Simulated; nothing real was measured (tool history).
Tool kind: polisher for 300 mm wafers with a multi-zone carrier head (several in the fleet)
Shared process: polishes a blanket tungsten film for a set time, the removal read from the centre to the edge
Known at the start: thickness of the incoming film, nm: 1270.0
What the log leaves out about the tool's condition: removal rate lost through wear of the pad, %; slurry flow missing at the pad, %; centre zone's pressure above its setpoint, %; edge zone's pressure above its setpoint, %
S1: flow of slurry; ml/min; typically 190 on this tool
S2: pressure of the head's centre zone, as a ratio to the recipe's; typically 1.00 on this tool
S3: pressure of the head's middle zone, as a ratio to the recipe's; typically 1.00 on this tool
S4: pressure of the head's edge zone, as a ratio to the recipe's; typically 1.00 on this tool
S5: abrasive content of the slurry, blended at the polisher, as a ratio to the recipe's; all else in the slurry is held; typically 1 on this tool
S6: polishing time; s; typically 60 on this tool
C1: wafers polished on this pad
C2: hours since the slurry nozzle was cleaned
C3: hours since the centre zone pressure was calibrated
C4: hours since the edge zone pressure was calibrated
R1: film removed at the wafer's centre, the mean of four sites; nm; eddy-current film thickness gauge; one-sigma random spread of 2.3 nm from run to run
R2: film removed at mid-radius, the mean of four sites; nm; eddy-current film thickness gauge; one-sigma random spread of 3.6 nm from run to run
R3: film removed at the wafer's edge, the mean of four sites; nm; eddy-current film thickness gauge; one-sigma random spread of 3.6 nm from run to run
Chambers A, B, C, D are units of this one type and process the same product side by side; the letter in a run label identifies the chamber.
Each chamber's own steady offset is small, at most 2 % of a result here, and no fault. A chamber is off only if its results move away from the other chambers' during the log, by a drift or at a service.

run	hour	S1	S2	S3	S4	S5	S6	C1	C2	C3	C4	R1	R2	R3
1D	5.1	190	1.00	1.00	1.00	1	60	253	11.9	1382.4	171.3	301.84	304.53	299.24
# hour 9.5: chamber B: worn pad replaced by a new one
2C	11.5	190	1.00	1.00	1.00	1	60	347	528.8	52.5	654.4	303.99	294.12	307.27
3B	15.5	190	1.00	1.00	1.00	1	60	76	266.2	331.5	308.6	307.69	307.28	307.65
# hour 17.8: chamber D: centre zone pressure recalibrated
4A	21.4	190	1.00	1.00	1.00	1	60	694	559.4	552.9	366.4	304.30	307.02	297.95
5A	28.8	190	1.00	1.00	1.00	1	60	788	566.8	560.3	373.8	300.12	308.82	305.02
6B	32.3	190	1.00	1.00	1.00	1	60	290	283.0	348.3	325.4	305.09	300.06	303.63
7C	39.1	190	1.00	1.00	1.00	1	60	698	556.4	80.1	682.0	298.59	293.71	305.99
# hour 39.6: chamber D: worn pad replaced by a new one
# hour 43.3: chamber B: slurry nozzle cleaned
8D	45.6	190	1.00	1.00	1.00	1	60	77	52.4	27.9	211.8	304.24	308.42	304.47
9B	49.8	190	1.00	1.00	1.00	1	60	513	6.6	365.8	342.9	308.47	293.07	300.88
10D	54.2	190	1.00	1.00	1.00	1	60	186	61.0	36.5	220.4	306.03	299.14	302.89
# hour 54.9: chamber C: worn pad replaced by a new one
11C	58.6	190	1.00	1.00	1.00	1	60	47	575.9	99.6	701.5	300.51	292.97	301.30
12A	66.1	190	1.00	1.00	1.00	1	60	1263	604.1	597.6	411.1	301.78	303.93	307.18
13C	73.9	190	1.00	1.00	1.00	1	60	242	591.2	114.9	716.8	298.43	290.61	304.92
# hour 74.0: chamber A: worn pad replaced by a new one
14A	79.7	190	1.00	1.00	1.00	1	60	73	617.7	611.2	424.7	302.91	308.65	301.06
15D	83.5	190	1.00	1.00	1.00	1	60	559	90.3	65.8	249.7	306.70	306.19	298.27
16B	88.3	190	1.00	1.00	1.00	1	60	1003	45.1	404.3	381.4	307.60	306.09	304.06
17D	94.8	190	1.00	1.00	1.00	1	60	703	101.6	77.1	261.0	303.73	301.56	301.02
# hour 95.1: chamber D: worn pad replaced by a new one
18A	102.2	190	1.00	1.00	1.00	1	60	360	640.2	633.7	447.2	303.07	305.41	303.43
19B	106.0	190	1.00	1.00	1.00	1	60	1228	62.8	422.0	399.1	303.58	301.24	305.68
20C	110.4	190	0.91	1.00	1.00	1	68	707	627.7	151.4	753.3	304.53	341.66	338.52
21B	117.6	190	0.91	1.00	1.00	1	68	1376	74.4	433.6	410.7	315.06	341.81	345.79
22C	121.2	190	0.91	1.00	1.00	1	68	844	638.5	162.2	764.1	303.03	335.05	332.85
# hour 126.9: chamber B: worn pad replaced by a new one
23A	128.3	190	0.91	1.00	1.00	1	68	692	666.3	659.8	473.3	313.72	343.82	343.66
# hour 129.4: chamber C: worn pad replaced by a new one
24D	134.0	190	1.00	1.08	1.00	1	60	495	140.8	116.3	300.2	307.12	332.37	305.31
25B	138.7	190	1.00	1.08	1.00	1	60	150	95.5	454.7	431.8	306.91	328.34	301.50
26C	145.0	190	1.00	1.08	1.00	1	60	199	662.3	186.0	787.9	293.28	317.53	296.58
27D	148.8	190	1.00	1.08	1.00	1	60	684	155.6	131.1	315.0	300.63	327.27	305.43
# hour 154.9: chamber D: worn pad replaced by a new one
28A	155.9	190	1.00	0.95	1.00	1	44	1043	693.9	687.4	500.9	223.10	217.08	223.69
29C	160.4	190	1.00	0.95	1.00	1	44	395	677.7	201.4	803.3	213.68	205.12	213.76
# hour 162.5: chamber B: edge zone pressure recalibrated
30B	165.7	190	1.00	0.95	1.00	1	44	494	122.5	481.7	3.2	225.88	216.10	221.86
31A	173.3	190	1.00	0.95	1.00	1	44	1265	711.3	704.8	518.3	225.19	217.72	224.33
32D	178.5	190	1.00	1.00	1.00	1	60	300	185.3	160.8	344.7	301.80	300.04	305.93
33C	184.0	190	1.00	1.00	0.95	1	48	695	701.3	225.0	826.9	232.19	229.57	226.14
34A	188.6	190	1.00	1.00	0.95	1	48	1460	726.6	720.1	533.6	240.42	246.84	237.54
35D	192.6	190	1.00	1.00	0.95	1	48	480	199.4	174.9	358.8	241.64	237.83	232.41
# hour 196.9: chamber A: worn pad replaced by a new one
36B	200.0	190	1.00	1.00	0.95	1	48	931	156.8	516.0	37.5	246.01	242.71	234.28
37C	205.9	190	1.00	1.00	1.00	1	60	974	723.2	246.9	848.8	286.04	291.22	295.03
38A	213.1	190	1.00	1.00	1.00	1	60	207	751.1	744.6	558.1	305.74	308.19	302.39
# hour 216.3: chamber C: worn pad replaced by a new one
# hour 217.9: chamber D: worn pad replaced by a new one
39D	218.9	190	1.00	1.00	1.00	1	60	13	225.7	201.2	385.1	301.03	301.28	306.77
40B	224.9	190	1.00	1.00	1.00	1	60	1248	181.7	540.9	62.4	308.37	307.24	312.14
# hour 228.9: chamber D: slurry nozzle cleaned
41A	232.4	190	1.00	1.00	1.00	1	60	453	770.4	763.9	577.4	308.66	304.83	301.43
42D	238.7	190	1.00	1.00	1.00	1	60	265	9.8	221.0	404.9	301.03	304.24	299.78
43C	245.3	190	1.00	1.00	1.00	1	60	370	762.6	286.3	888.2	283.91	292.02	290.54

Which is it: a chamber that has drifted or been left off by a service, a gauge drift common to all chambers, or only each chamber's usual small offset? If a chamber is off, name it and its likeliest cause.

One chamber, C, drifts off from the rest bit by bit.
Most likely cause: slurry flow missing at the pad, % = 27.6.

Below are 4 candidate recipes for chamber C's next run, each the usual settings with a change, their results shown as question marks. Which of them brings C's results back in line with what the other chambers give on the usual settings?
Maximum distance from the other chambers' mean on the usual settings for a result to count as in line: R1 8.10 nm; R2 13.00 nm; R3 13.00 nm
44C-1	250.9	195	1.02	1.03	0.98	1	63					?	?	?
44C-2	250.9	180	0.97	0.95	1.04	1	55					?	?	?
44C-3	250.9	200	1.03	1.05	0.96	1	65					?	?	?
44C-4	250.9	185	0.98	0.97	1.02	1	57					?	?	?

Mean of the other chambers on the usual settings: R1 305.37 nm; R2 304.66 nm; R3 303.80 nm
run	R1	R2	R3
44C-1	306.96	305.20	304.10
44C-2	248.69	243.42	270.88
44C-3	321.98	322.10	311.50
44C-4	262.45	258.61	278.97
44C-1 brings the chamber back in line.
